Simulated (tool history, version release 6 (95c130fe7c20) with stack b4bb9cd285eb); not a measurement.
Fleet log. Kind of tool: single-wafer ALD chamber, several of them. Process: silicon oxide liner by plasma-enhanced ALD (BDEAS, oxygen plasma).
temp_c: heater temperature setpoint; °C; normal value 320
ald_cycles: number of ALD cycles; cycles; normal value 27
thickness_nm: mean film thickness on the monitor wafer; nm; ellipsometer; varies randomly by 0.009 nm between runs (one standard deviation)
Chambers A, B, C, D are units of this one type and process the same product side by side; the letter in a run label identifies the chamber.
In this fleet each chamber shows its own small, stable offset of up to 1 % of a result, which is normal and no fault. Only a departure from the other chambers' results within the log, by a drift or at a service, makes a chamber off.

run   hour  temp_c  ald_cycles  read-back reference wafer on the same gauge, thickness_nm  thickness_nm
 1A   10.2     320          27                                                     2.7307        2.4364
 2D   20.4     320          27                                                     2.7312        2.4347
 3C   26.5     320          27                                                     2.7283        2.4578
 4B   37.2     320          27                                                     2.7304        2.4594
 5A   43.6     320          27                                                     2.7306        2.4381
 6C   55.9     320          27                                                     2.7281        2.4596
 7D   62.8     320          23                                                      2.728        2.0821
 8B   72.6     320          23                                                     2.7319        2.0976
 9B   82.3     320          23                                                     2.7309        2.0824
10D   88.2     320          23                                                     2.7318        2.0654
11A   98.7     320          27                                                     2.7313        2.4333
12C  107.2     320          27                                                     2.7308         2.462
13D    114     320          27                                                     2.7313         2.431
14B    123     320          27                                                     2.7309        2.4582
15A  132.1     320          27                                                     2.7279        2.4324
16C  139.3     320          27                                                     2.7311        2.4359
17A  150.6     320          27                                                     2.7313        2.4328
18D  159.7     320          27                                                     2.7317         2.413
19B  167.2     310          24                                                     2.7315        2.2225
20C  177.9     310          24                                                     2.7286         2.215
21C  187.5     310          24                                                     2.7294        2.2169
22D  195.3     310          24                                                     2.7301        2.1902
23A  206.8     320          27                                                     2.7289        2.4365
24B  217.1     320          27                                                     2.7288        2.4615
25D  224.4     320          27                                                     2.7291        2.4339
26C  235.4     320          27                                                     2.7295        2.4571
27B  243.9     306          29                                                     2.7309        2.6957
28A  250.9     306          29                                                     2.7291        2.6701
29A  259.2     306          29                                                     2.7322        2.6745
30B    267     306          29                                                     2.7277        2.6972
31C  276.7     320          27                                                     2.7293        2.4528
32D  288.6     320          27                                                     2.7276        2.4415
33C  299.5     320          27                                                     2.7308        2.4607
34B  308.4     320          27                                                     2.7278        2.4678
35D  320.5     320          27                                                     2.7312        2.4338

For the next run the whole fleet of 4 chambers uses the same settings. Give each chamber's results:
36A  329.8     320          27                                                                        ?
36B  329.8     320          27                                                                        ?
36C  329.8     320          27                                                                        ?
36D  329.8     320          27                                                                        ?

run  thickness_nm
36A        2.4502
36B        2.4547
36C        2.4665
36D        2.4217
